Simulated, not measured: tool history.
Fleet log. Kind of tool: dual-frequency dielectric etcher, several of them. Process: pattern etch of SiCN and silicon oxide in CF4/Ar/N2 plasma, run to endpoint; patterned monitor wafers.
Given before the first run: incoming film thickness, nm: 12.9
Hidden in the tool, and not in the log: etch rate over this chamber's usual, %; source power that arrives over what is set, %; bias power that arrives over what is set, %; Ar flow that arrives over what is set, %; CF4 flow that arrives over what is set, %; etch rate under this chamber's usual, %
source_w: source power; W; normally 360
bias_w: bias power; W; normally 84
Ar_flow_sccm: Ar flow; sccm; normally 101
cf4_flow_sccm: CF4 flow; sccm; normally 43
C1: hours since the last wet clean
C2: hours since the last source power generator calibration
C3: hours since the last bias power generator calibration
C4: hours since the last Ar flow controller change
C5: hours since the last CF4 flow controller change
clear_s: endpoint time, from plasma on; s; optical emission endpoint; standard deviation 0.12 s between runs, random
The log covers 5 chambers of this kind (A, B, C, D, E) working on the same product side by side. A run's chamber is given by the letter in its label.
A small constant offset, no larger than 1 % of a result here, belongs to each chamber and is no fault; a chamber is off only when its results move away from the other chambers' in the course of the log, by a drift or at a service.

Run 1A, hour 11: usual settings; C1 535.7; C2 552.3; C3 2441.7; C4 4520.3; C5 464.7. Result: clear_s 18.402 s.
Run 2D, hour 16.1: usual settings; C1 376.6; C2 1640.6; C3 1188.6; C4 3148.8; C5 1755.1. Result: clear_s 18.35 s.
Run 3E, hour 23.6: usual settings; C1 307.1; C2 1289.2; C3 2516.7; C4 3056.9; C5 3811.2. Result: clear_s 18.525 s.
Run 4C, hour 28.8: usual settings; C1 367.1; C2 1809.5; C3 1375.1; C4 1652.2; C5 1360.7. Result: clear_s 18.537 s.
At hour 35.2: chamber A: wet clean of the chamber.
Run 5B, hour 37.2: usual settings; C1 320.6; C2 3096.5; C3 3590.2; C4 2788; C5 1883.2. Result: clear_s 18.695 s.
Run 6E, hour 46.3: usual settings; C1 329.8; C2 1311.9; C3 2539.4; C4 3079.6; C5 3833.9. Result: clear_s 18.302 s.
Run 7B, hour 53.9: usual settings; C1 337.3; C2 3113.2; C3 3606.9; C4 2804.7; C5 1899.9. Result: clear_s 18.557 s.
Run 8C, hour 63.9: usual settings; C1 402.2; C2 1844.6; C3 1410.2; C4 1687.3; C5 1395.8. Result: clear_s 18.451 s.
At hour 69.7: chamber C: CF4 flow controller replaced.
Run 9D, hour 72.1: usual settings; C1 432.6; C2 1696.6; C3 1244.6; C4 3204.8; C5 1811.1. Result: clear_s 18.53 s.
Run 10A, hour 81.3: usual settings; C1 46.1; C2 622.6; C3 2512; C4 4590.6; C5 535. Result: clear_s 18.535 s.
Run 11C, hour 91.7: usual settings but cf4_flow_sccm 52 sccm; C1 430; C2 1872.4; C3 1438; C4 1715.1; C5 22.1. Result: clear_s 18.125 s.
Run 12B, hour 99.5: usual settings but cf4_flow_sccm 52 sccm; C1 382.9; C2 3158.8; C3 3652.5; C4 2850.3; C5 1945.5. Result: clear_s 18.009 s.
Run 13A, hour 109.1: usual settings but cf4_flow_sccm 52 sccm; C1 73.9; C2 650.4; C3 2539.8; C4 4618.4; C5 562.8. Result: clear_s 17.735 s.
Run 14D, hour 114.3: usual settings but cf4_flow_sccm 52 sccm; C1 474.8; C2 1738.8; C3 1286.8; C4 3247; C5 1853.3. Result: clear_s 17.839 s.
Run 15E, hour 122.7: usual settings but cf4_flow_sccm 52 sccm; C1 406.2; C2 1388.3; C3 2615.8; C4 3156; C5 3910.3. Result: clear_s 18.181 s.
Run 16B, hour 127.6: usual settings; C1 411; C2 3186.9; C3 3680.6; C4 2878.4; C5 1973.6. Result: clear_s 18.673 s.
Run 17A, hour 135.5: usual settings; C1 100.3; C2 676.8; C3 2566.2; C4 4644.8; C5 589.2. Result: clear_s 18.585 s.
Run 18D, hour 140.4: usual settings; C1 500.9; C2 1764.9; C3 1312.9; C4 3273.1; C5 1879.4. Result: clear_s 18.348 s.
Run 19E, hour 151.4: usual settings; C1 434.9; C2 1417; C3 2644.5; C4 3184.7; C5 3939. Result: clear_s 18.597 s.
At hour 152.1: chamber D: wet clean of the chamber.
Run 20C, hour 159.9: usual settings; C1 498.2; C2 1940.6; C3 1506.2; C4 1783.3; C5 90.3. Result: clear_s 18.783 s.
Run 21D, hour 166.3: usual settings; C1 14.2; C2 1790.8; C3 1338.8; C4 3299; C5 1905.3. Result: clear_s 19.554 s.
At hour 172.2: chamber C: wet clean of the chamber.
Run 22C, hour 172.4: usual settings; C1 0.2; C2 1953.1; C3 1518.7; C4 1795.8; C5 102.8. Result: clear_s 18.532 s.
Run 23A, hour 183.1: usual settings; C1 147.9; C2 724.4; C3 2613.8; C4 4692.4; C5 636.8. Result: clear_s 18.568 s.
Run 24E, hour 188.4: usual settings; C1 471.9; C2 1454; C3 2681.5; C4 3221.7; C5 3976. Result: clear_s 18.564 s.
Run 25B, hour 194.6: usual settings; C1 478; C2 3253.9; C3 3747.6; C4 2945.4; C5 2040.6. Result: clear_s 18.678 s.
Run 26E, hour 204.2: usual settings; C1 487.7; C2 1469.8; C3 2697.3; C4 3237.5; C5 3991.8. Result: clear_s 18.361 s.
At hour 211.9: chamber E: source power generator calibrated.
Run 27C, hour 214.7: usual settings; C1 42.5; C2 1995.4; C3 1561; C4 1838.1; C5 145.1. Result: clear_s 18.84 s.
Run 28A, hour 224: usual settings; C1 188.8; C2 765.3; C3 2654.7; C4 4733.3; C5 677.7. Result: clear_s 18.546 s.
At hour 225.5: chamber B: Ar flow controller replaced.
At hour 228.3: chamber C: source power generator calibrated.
Run 29D, hour 230.9: usual settings but bias_w 95 W; C1 78.8; C2 1855.4; C3 1403.4; C4 3363.6; C5 1969.9. Result: clear_s 18.395 s.
Run 30B, hour 237.7: usual settings but bias_w 95 W; C1 521.1; C2 3297; C3 3790.7; C4 12.2; C5 2083.7. Result: clear_s 17.73 s.
Run 31E, hour 242.7: usual settings but bias_w 95 W; C1 526.2; C2 30.8; C3 2735.8; C4 3276; C5 4030.3. Result: clear_s 17.818 s.
At hour 245.4: chamber B: wet clean of the chamber.
Run 32D, hour 249.9: usual settings but bias_w 95 W; C1 97.8; C2 1874.4; C3 1422.4; C4 3382.6; C5 1988.9. Result: clear_s 18.602 s.
Run 33B, hour 256.2: usual settings but bias_w 95 W; C1 10.8; C2 3315.5; C3 3809.2; C4 30.7; C5 2102.2. Result: clear_s 17.72 s.
Run 34A, hour 262.8: usual settings; C1 227.6; C2 804.1; C3 2693.5; C4 4772.1; C5 716.5. Result: clear_s 18.427 s.
Run 35C, hour 270.4: usual settings; C1 98.2; C2 42.1; C3 1616.7; C4 1893.8; C5 200.8. Result: clear_s 18.602 s.
Run 36A, hour 280.8: usual settings; C1 245.6; C2 822.1; C3 2711.5; C4 4790.1; C5 734.5. Result: clear_s 18.349 s.
Run 37C, hour 290.4: usual settings; C1 118.2; C2 62.1; C3 1636.7; C4 1913.8; C5 220.8. Result: clear_s 18.721 s.
Run 38B, hour 297.1: usual settings; C1 51.7; C2 3356.4; C3 3850.1; C4 71.6; C5 2143.1. Result: clear_s 18.712 s.
Run 39D, hour 306.1: usual settings but Ar_flow_sccm 78 sccm, cf4_flow_sccm 53 sccm; C1 154; C2 1930.6; C3 1478.6; C4 3438.8; C5 2045.1. Result: clear_s 18.097 s.
Run 40E, hour 312.4: usual settings but Ar_flow_sccm 78 sccm, cf4_flow_sccm 53 sccm; C1 595.9; C2 100.5; C3 2805.5; C4 3345.7; C5 4100. Result: clear_s 17.313 s.
Run 41A, hour 319.3: usual settings but Ar_flow_sccm 78 sccm, cf4_flow_sccm 53 sccm; C1 284.1; C2 860.6; C3 2750; C4 4828.6; C5 773. Result: clear_s 17.357 s.
Run 42B, hour 327.5: usual settings but Ar_flow_sccm 78 sccm, cf4_flow_sccm 53 sccm; C1 82.1; C2 3386.8; C3 3880.5; C4 102; C5 2173.5. Result: clear_s 17.589 s.
Run 43C, hour 334.5: usual settings but Ar_flow_sccm 78 sccm, cf4_flow_sccm 53 sccm; C1 162.3; C2 106.2; C3 1680.8; C4 1957.9; C5 264.9. Result: clear_s 17.29 s.
Run 44E, hour 345.6: usual settings; C1 629.1; C2 133.7; C3 2838.7; C4 3378.9; C5 4133.2. Result: clear_s 18.692 s.

Has any chamber moved away from the others, gradually or after a service, or does the common gauge drift, or do the chambers differ only by their own small steady offsets? State the chamber and the most likely cause if one applies.

Chamber D came out of a service off from its peers and stayed that way.
Most likely cause: etch rate under this chamber's usual, % = 5.01.

Chamber D could run next with any of the 4 candidate recipes listed below; each alters the usual settings, and their results appear as question marks. Which one brings its results back in line with what the other chambers deliver on the usual settings?
In-line tolerance around the mean of the other chambers on the usual settings: clear_s 0.43 s
Run 45D-1, hour 353.8: usual settings but bias_w 94 W. Result: clear_s ?.
Run 45D-2, hour 353.8: usual settings but bias_w 70 W, Ar_flow_sccm 108 sccm, cf4_flow_sccm 40 sccm. Result: clear_s ?.
Run 45D-3, hour 353.8: usual settings but source_w 400 W, Ar_flow_sccm 99 sccm. Result: clear_s ?.
Run 45D-4, hour 353.8: usual settings but source_w 340 W. Result: clear_s ?.

Other chambers, usual settings, mean: clear_s 18.564 s
  run  clear_s
45D-1   18.707
45D-2    21.42
45D-3   17.801
45D-4   20.517
Change 45D-1 lands the chamber within the allowed miss of the other chambers.
